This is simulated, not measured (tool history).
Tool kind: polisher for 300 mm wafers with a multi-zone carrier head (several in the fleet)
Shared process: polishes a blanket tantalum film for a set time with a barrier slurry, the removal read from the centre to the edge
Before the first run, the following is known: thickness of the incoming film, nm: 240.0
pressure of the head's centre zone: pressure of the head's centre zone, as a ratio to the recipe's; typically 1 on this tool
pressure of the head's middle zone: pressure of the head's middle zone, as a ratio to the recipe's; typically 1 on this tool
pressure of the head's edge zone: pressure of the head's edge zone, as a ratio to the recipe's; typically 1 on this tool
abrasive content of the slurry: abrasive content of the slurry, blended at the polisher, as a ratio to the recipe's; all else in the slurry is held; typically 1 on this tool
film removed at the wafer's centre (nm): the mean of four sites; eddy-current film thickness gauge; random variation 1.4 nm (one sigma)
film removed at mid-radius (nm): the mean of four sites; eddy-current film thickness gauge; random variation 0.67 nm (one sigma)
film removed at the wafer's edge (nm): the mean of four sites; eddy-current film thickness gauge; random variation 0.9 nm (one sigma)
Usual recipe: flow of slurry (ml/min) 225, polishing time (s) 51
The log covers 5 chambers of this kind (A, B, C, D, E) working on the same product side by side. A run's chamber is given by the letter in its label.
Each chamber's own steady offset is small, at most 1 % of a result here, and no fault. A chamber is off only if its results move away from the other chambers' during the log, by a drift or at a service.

run   hour  flow of slurry (ml/min)  pressure of the head's centre zone  pressure of the head's middle zone  pressure of the head's edge zone  abrasive content of the slurry  polishing time (s)  wafers polished on this pad  hours since the slurry nozzle was cleaned  hours since the centre zone pressure was calibrated  hours since the edge zone pressure was calibrated  film removed at the wafer's centre (nm)  film removed at mid-radius (nm)  film removed at the wafer's edge (nm)
 1C    5.8                      225                                   1                                   1                                 1                               1                  51                          609                                      232.3                                                929.7                                             1105.4                                   95.008                           93.367                                 94.219
 2D    9.9                      225                                   1                                   1                                 1                               1                  51                          616                                       84.7                                                727.7                                               72.8                                   92.827                           94.425                                 93.688
 3E   17.6                      225                                   1                                   1                                 1                               1                  51                          396                                      138.4                                                  377                                              754.7                                   94.926                            93.18                                 92.493
 4A   26.7                      225                                   1                                   1                                 1                               1                  51                          539                                      150.9                                                799.7                                              677.1                                   94.515                           93.522                                 95.871
      31.9  -- chamber B: edge zone pressure recalibrated
      32.4  -- chamber E: worn pad replaced by a new one
      33.4  -- chamber C: slurry nozzle cleaned
 5B   34.3                      225                                   1                                   1                                 1                               1                  51                          634                                      193.5                                                894.5                                                2.5                                   93.352                           93.143                                  94.58
 6A   38.2                      225                                   1                                   1                                 1                               1                  51                          646                                      162.4                                                811.2                                              688.6                                   94.367                            93.83                                 94.186
      41.7  -- chamber C: centre zone pressure recalibrated
 7B   45.4                      225                                   1                                   1                                 1                               1                  51                          737                                      204.6                                                905.6                                               13.6                                   95.234                           92.366                                 95.671
 8E   50.5                      225                                   1                                   1                                 1                               1                  51                          169                                      171.3                                                409.9                                              787.6                                   95.291                           92.567                                 93.188
 9D   56.5                      225                                   1                                   1                                 1                               1                  51                         1052                                      131.3                                                774.3                                              119.4                                   93.491                           93.983                                 94.121
10C   63.2                      225                                   1                                   1                                 1                               1                  51                         1145                                       29.8                                                 21.6                                             1162.8                                   93.634                           93.052                                 94.811
      63.8  -- chamber B: centre zone pressure recalibrated
11E   68.1                      225                                   1                                   1                                 1                               1                  51                          333                                      188.9                                                427.5                                              805.2                                   96.933                           93.442                                 94.033
      72.6  -- chamber D: worn pad replaced by a new one
12B   74.5                      225                                   1                                   1                                 1                               1                  51                         1009                                      233.7                                                 10.8                                               42.7                                   95.468                            93.56                                 95.079
13D   82.9                      225                                   1                                   1                                 1                               1                  51                           96                                      157.7                                                800.7                                              145.8                                   93.156                           93.774                                 92.684
      87.5  -- chamber C: edge zone pressure recalibrated
14A     88                      225                                   1                                   1                                 1                               1                  51                         1111                                      212.2                                                  861                                              738.4                                   90.895                            93.27                                 94.974
      89.8  -- chamber C: worn pad replaced by a new one
15C   92.5                      225                                   1                                   1                                 1                               1                  51                           25                                       59.1                                                 50.9                                                  5                                   89.955                           94.295                                 94.278
      95.4  -- chamber E: worn pad replaced by a new one
16B   99.4                      225                                   1                                   1                                 1                               1                  51                         1242                                      258.6                                                 35.7                                               67.6                                   92.999                            92.59                                 96.018
     104.8  -- chamber B: worn pad replaced by a new one
17C  106.5                      180                                   1                                   1                                 1                               1                  44                          156                                       73.1                                                 64.9                                                 19                                   79.835                           78.347                                  79.85
     107.8  -- chamber D: centre zone pressure recalibrated
18D  112.3                      180                                   1                                   1                                 1                               1                  44                          370                                      187.1                                                  4.6                                              175.2                                   76.707                           79.239                                 79.389
19A  118.3                      180                                   1                                   1                                 1                               1                  44                         1394                                      242.5                                                891.3                                              768.7                                   76.666                           77.986                                 79.512
20E  123.6                      180                                   1                                   1                                 1                               1                  44                          263                                      244.4                                                  483                                              860.7                                   77.069                           76.601                                 78.233
     130.5  -- chamber A: worn pad replaced by a new one
21B  130.9                      180                                   1                                   1                                 1                               1                  44                          244                                      290.1                                                 67.2                                               99.1                                   78.685                           78.793                                 78.658
22D  137.1                      225                                   1                                   1                                 1                               1                  51                          602                                      211.9                                                 29.4                                                200                                   91.796                           94.596                                  94.06
23C  142.9                      225                                   1                                   1                                 1                               1                  43                          496                                      109.5                                                101.3                                               55.4                                   75.811                           78.494                                 80.844
24A  148.2                      225                                   1                                   1                                 1                               1                  43                          165                                      272.4                                                921.2                                              798.6                                   77.842                           79.019                                  79.67
     152.6  -- chamber E: worn pad replaced by a new one
25E  156.9                      225                                   1                                   1                                 1                               1                  43                           40                                      277.7                                                516.3                                                894                                   77.736                           77.933                                 79.582
     159.3  -- chamber A: slurry nozzle cleaned
     163.8  -- chamber B: slurry nozzle cleaned
26E  163.8                      225                                   1                                   1                                 1                               1                  43                          104                                      284.6                                                523.2                                              900.9                                   78.731                           78.851                                 79.897
27A  170.7                      225                                   1                                   1                                 1                               1                  43                          375                                       11.4                                                943.7                                              821.1                                   79.106                           79.241                                 79.613
28D  176.5                      225                                   1                                   1                                 1                               1                  51                          970                                      251.3                                                 68.8                                              239.4                                   93.991                           94.223                                 92.185
     184.5  -- chamber A: edge zone pressure recalibrated
29C  184.5                      225                                   1                                   1                                 1                               1                  51                          884                                      151.1                                                142.9                                                 97                                   91.982                           93.707                                 94.181
30B  189.9                      225                                   1                                   1                                 1                               1                  51                          795                                       26.1                                                126.2                                              158.1                                   94.921                           92.518                                 93.579
31E  194.8                      225                                   1                                   1                                 1                               1                  51                          394                                      315.6                                                554.2                                              931.9                                   93.333                           92.992                                 92.949
     195.7  -- chamber D: worn pad replaced by a new one
32A    203                      225                                   1                                   1                                 1                               1                  51                          677                                       43.7                                                  976                                               18.5                                   91.981                           93.385                                 93.075
33C  211.1                      225                                   1                                   1                                 1                               1                  51                         1133                                      177.7                                                169.5                                              123.6                                   94.678                           94.183                                 93.708
34B  215.3                      225                                   1                                   1                                 1                               1                  51                         1032                                       51.5                                                151.6                                              183.5                                   93.775                           91.962                                 94.709
35D  221.4                      225                                   1                                   1                                 1                               1                  51                          240                                      296.2                                                113.7                                              284.3                                   94.352                           93.529                                 95.359
36D  227.8                      225                                   1                                   1                                 1                               1                  51                          300                                      302.6                                                120.1                                              290.7                                   92.376                            94.96                                 94.251

Read the log: is a single chamber off, either drifting away or since a service, is the gauge that measures every chamber drifting, or is nothing wrong beyond small per-chamber offsets? Name any odd chamber and what most likely caused it.

Nothing is wrong: each chamber keeps only its own small, steady offset and the gauge holds still.
